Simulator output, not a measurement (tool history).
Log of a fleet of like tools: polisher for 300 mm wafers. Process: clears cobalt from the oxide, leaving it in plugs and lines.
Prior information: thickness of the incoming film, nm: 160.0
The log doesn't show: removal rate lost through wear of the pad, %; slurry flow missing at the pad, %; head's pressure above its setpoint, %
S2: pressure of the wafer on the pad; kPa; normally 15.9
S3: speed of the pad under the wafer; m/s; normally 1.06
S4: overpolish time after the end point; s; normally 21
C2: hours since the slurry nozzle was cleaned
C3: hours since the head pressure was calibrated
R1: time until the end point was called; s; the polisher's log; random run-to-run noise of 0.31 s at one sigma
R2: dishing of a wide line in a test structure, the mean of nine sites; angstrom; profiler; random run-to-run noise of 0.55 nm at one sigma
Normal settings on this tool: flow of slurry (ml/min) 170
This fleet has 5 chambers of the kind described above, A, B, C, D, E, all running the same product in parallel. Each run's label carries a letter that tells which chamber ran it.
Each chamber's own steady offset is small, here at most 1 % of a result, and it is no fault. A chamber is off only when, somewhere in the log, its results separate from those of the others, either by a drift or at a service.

At hour 7.9: chamber C: worn pad replaced by a new one.
Run 1A, hour 11.6: usual settings; wafers polished on this pad 517; C2 316.4; C3 817.2. Result: R1 24.161 s, R2 524.71 angstrom.
Run 2C, hour 20.9: usual settings; wafers polished on this pad 119; C2 533.7; C3 432.7. Result: R1 24.805 s, R2 521.25 angstrom.
Run 3B, hour 29.4: usual settings; wafers polished on this pad 623; C2 262.5; C3 1049.9. Result: R1 24.546 s, R2 532.39 angstrom.
At hour 33.4: chamber B: worn pad replaced by a new one.
Run 4E, hour 38: usual settings; wafers polished on this pad 668; C2 491.2; C3 349.2. Result: R1 25.064 s, R2 517.17 angstrom.
At hour 42.2: chamber E: worn pad replaced by a new one.
At hour 46.1: chamber A: worn pad replaced by a new one.
At hour 47.3: chamber C: slurry nozzle cleaned.
Run 5D, hour 49.4: usual settings; wafers polished on this pad 919; C2 154.2; C3 60.9. Result: R1 25.055 s, R2 528.53 angstrom.
At hour 53.4: chamber D: worn pad replaced by a new one.
At hour 58.9: chamber B: head pressure recalibrated.
Run 6B, hour 61: usual settings but flow of slurry (ml/min) 230, S3 1.32 m/s; wafers polished on this pad 254; C2 294.1; C3 2.2. Result: R1 19.252 s, R2 567.04 angstrom.
Run 7D, hour 72: usual settings but flow of slurry (ml/min) 230, S3 1.32 m/s; wafers polished on this pad 171; C2 176.8; C3 83.5. Result: R1 19.177 s, R2 567.43 angstrom.
Run 8A, hour 80.5: usual settings but flow of slurry (ml/min) 230, S3 1.32 m/s; wafers polished on this pad 317; C2 385.3; C3 886.1. Result: R1 18.518 s, R2 553.61 angstrom.
Run 9E, hour 91.9: usual settings but flow of slurry (ml/min) 230, S3 1.32 m/s; wafers polished on this pad 457; C2 545.1; C3 403.1. Result: R1 19.429 s, R2 549.45 angstrom.
At hour 92.2: chamber A: head pressure recalibrated.
Run 10C, hour 103.3: usual settings but flow of slurry (ml/min) 230, S3 1.32 m/s; wafers polished on this pad 878; C2 56.1; C3 515.1. Result: R1 18.674 s, R2 564.04 angstrom.
At hour 104.2: chamber B: worn pad replaced by a new one.
Run 11D, hour 112.2: usual settings but flow of slurry (ml/min) 225; wafers polished on this pad 541; C2 217; C3 123.7. Result: R1 23.497 s, R2 528.28 angstrom.
At hour 113.8: chamber C: worn pad replaced by a new one.
At hour 115.7: chamber E: worn pad replaced by a new one.
Run 12C, hour 122.3: usual settings but flow of slurry (ml/min) 225; wafers polished on this pad 79; C2 75.1; C3 534.1. Result: R1 23.224 s, R2 526.34 angstrom.
Run 13B, hour 131.8: usual settings but flow of slurry (ml/min) 225; wafers polished on this pad 254; C2 364.9; C3 73. Result: R1 23.505 s, R2 544.97 angstrom.
At hour 144: chamber A: worn pad replaced by a new one.
Run 14E, hour 144.4: usual settings but flow of slurry (ml/min) 225; wafers polished on this pad 264; C2 597.6; C3 455.6. Result: R1 23.654 s, R2 524.44 angstrom.
Run 15A, hour 150: usual settings but flow of slurry (ml/min) 225; wafers polished on this pad 55; C2 454.8; C3 57.9. Result: R1 23.785 s, R2 519.65 angstrom.
At hour 158.4: chamber D: worn pad replaced by a new one.
Run 16C, hour 161.2: usual settings; wafers polished on this pad 437; C2 114; C3 573. Result: R1 24.765 s, R2 526.79 angstrom.
Run 17E, hour 167.5: usual settings; wafers polished on this pad 476; C2 620.7; C3 478.7. Result: R1 24.773 s, R2 527.05 angstrom.
Run 18B, hour 180: usual settings; wafers polished on this pad 697; C2 413.1; C3 121.2. Result: R1 24.722 s, R2 536.92 angstrom.
At hour 181.7: chamber B: worn pad replaced by a new one.
Run 19D, hour 185.7: usual settings; wafers polished on this pad 251; C2 290.5; C3 197.2. Result: R1 24.398 s, R2 528.38 angstrom.
At hour 190.5: chamber E: worn pad replaced by a new one.
Run 20A, hour 198.3: usual settings; wafers polished on this pad 500; C2 503.1; C3 106.2. Result: R1 24.62 s, R2 515.94 angstrom.
At hour 199.6: chamber E: slurry nozzle cleaned.
Run 21D, hour 207.1: usual settings; wafers polished on this pad 448; C2 311.9; C3 218.6. Result: R1 24.948 s, R2 528.67 angstrom.
At hour 209.9: chamber C: worn pad replaced by a new one.
Run 22B, hour 213.6: usual settings but S4 11 s; wafers polished on this pad 293; C2 446.7; C3 154.8. Result: R1 24.566 s, R2 409.79 angstrom.
Run 23E, hour 224.4: usual settings but S4 11 s; wafers polished on this pad 312; C2 24.8; C3 535.6. Result: R1 24.589 s, R2 409.82 angstrom.
Run 24C, hour 231.4: usual settings but S4 11 s; wafers polished on this pad 198; C2 184.2; C3 643.2. Result: R1 24.318 s, R2 413.84 angstrom.
At hour 242: chamber A: worn pad replaced by a new one.
Run 25A, hour 242.5: usual settings but S4 11 s; wafers polished on this pad 4; C2 547.3; C3 150.4. Result: R1 25.129 s, R2 408.25 angstrom.
Run 26A, hour 253.5: usual settings but S4 11 s; wafers polished on this pad 106; C2 558.3; C3 161.4. Result: R1 25.793 s, R2 400.79 angstrom.
Run 27E, hour 259.9: usual settings; wafers polished on this pad 639; C2 60.3; C3 571.1. Result: R1 25.122 s, R2 519.04 angstrom.
At hour 263.8: chamber B: worn pad replaced by a new one.
At hour 263.8: chamber D: worn pad replaced by a new one.
Run 28B, hour 267.7: usual settings; wafers polished on this pad 36; C2 500.8; C3 208.9. Result: R1 24.77 s, R2 538.85 angstrom.
Run 29C, hour 280.8: usual settings; wafers polished on this pad 653; C2 233.6; C3 692.6. Result: R1 24.704 s, R2 528.98 angstrom.
At hour 282.5: chamber E: worn pad replaced by a new one.
Run 30D, hour 286.6: usual settings; wafers polished on this pad 210; C2 391.4; C3 298.1. Result: R1 24.645 s, R2 534.13 angstrom.
Run 31B, hour 299: usual settings; wafers polished on this pad 324; C2 532.1; C3 240.2. Result: R1 24.496 s, R2 528.57 angstrom.
At hour 300.1: chamber C: worn pad replaced by a new one.
Run 32E, hour 308.3: usual settings; wafers polished on this pad 238; C2 108.7; C3 619.5. Result: R1 24.6 s, R2 513.88 angstrom.
Run 33A, hour 320.5: usual settings but S2 21.4 kPa, S3 0.72 m/s; wafers polished on this pad 722; C2 625.3; C3 228.4. Result: R1 28.934 s, R2 505.96 angstrom.
At hour 332.1: chamber B: slurry nozzle cleaned.
Run 34C, hour 332.9: usual settings but S2 21.4 kPa, S3 0.72 m/s; wafers polished on this pad 302; C2 285.7; C3 744.7. Result: R1 26.91 s, R2 512.33 angstrom.
At hour 334.9: chamber B: worn pad replaced by a new one.
Run 35D, hour 343.5: usual settings but S2 21.4 kPa, S3 0.72 m/s; wafers polished on this pad 733; C2 448.3; C3 355. Result: R1 27.838 s, R2 512.52 angstrom.
At hour 353.9: chamber A: worn pad replaced by a new one.
Run 36B, hour 356.2: usual settings but S2 21.4 kPa, S3 0.72 m/s; wafers polished on this pad 196; C2 24.2; C3 297.4. Result: R1 26.836 s, R2 522.13 angstrom.
At hour 360.2: chamber E: worn pad replaced by a new one.
Run 37A, hour 361.9: usual settings but S2 21.4 kPa, S3 0.72 m/s; wafers polished on this pad 73; C2 666.7; C3 269.8. Result: R1 29.657 s, R2 498.43 angstrom.
Run 38E, hour 369.6: usual settings; wafers polished on this pad 87; C2 170; C3 680.8. Result: R1 24.37 s, R2 526.67 angstrom.
At hour 370.6: chamber D: worn pad replaced by a new one.
Run 39D, hour 377.9: usual settings; wafers polished on this pad 67; C2 482.7; C3 389.4. Result: R1 24.422 s, R2 527 angstrom.
Run 40C, hour 388.1: usual settings; wafers polished on this pad 810; C2 340.9; C3 799.9. Result: R1 24.458 s, R2 530.69 angstrom.
Run 41D, hour 400.1: usual settings; wafers polished on this pad 271; C2 504.9; C3 411.6. Result: R1 24.49 s, R2 522.06 angstrom.
Run 42B, hour 407.1: usual settings; wafers polished on this pad 665; C2 75.1; C3 348.3. Result: R1 24.26 s, R2 527.8 angstrom.
Run 43E, hour 413.3: usual settings; wafers polished on this pad 489; C2 213.7; C3 724.5. Result: R1 24.833 s, R2 522.07 angstrom.

Read the log: is a single chamber off, either drifting away or since a service, is the gauge that measures every chamber drifting, or is nothing wrong beyond small per-chamber offsets? Name any odd chamber and what most likely caused it.

One chamber, A, drifts off from the rest bit by bit.
Cause: slurry flow missing at the pad, % = 41.5.
With only this log, it may be confused with: head's pressure below its setpoint, %.

Chamber A could run next with any of the 4 candidate recipes listed below; each alters the usual settings, and their results appear as question marks. Which one brings its results back in line with what the other chambers deliver on the usual settings?
To be in line, a result may differ from the other chambers' mean on the usual settings by at most: R1 1.1 s; R2 19 angstrom
Run 44A-1, hour 422.7: usual settings but S2 16.5 kPa, S3 1.12 m/s. Result: R1 ?, R2 ?.
Run 44A-2, hour 422.7: usual settings but S3 1.08 m/s. Result: R1 ?, R2 ?.
Run 44A-3, hour 422.7: usual settings but S3 1.04 m/s. Result: R1 ?, R2 ?.
Run 44A-4, hour 422.7: usual settings but S2 15.2 kPa, S3 1 m/s. Result: R1 ?, R2 ?.

The other chambers' mean on the usual settings: R1 24.682 s; R2 528.49 angstrom
  run      R1      R2
44A-1   24.72  521.56
44A-2  26.781  510.61
44A-3  27.827  504.99
44A-4  30.294  491.68
44A-1 puts the chamber back in line with the other chambers.
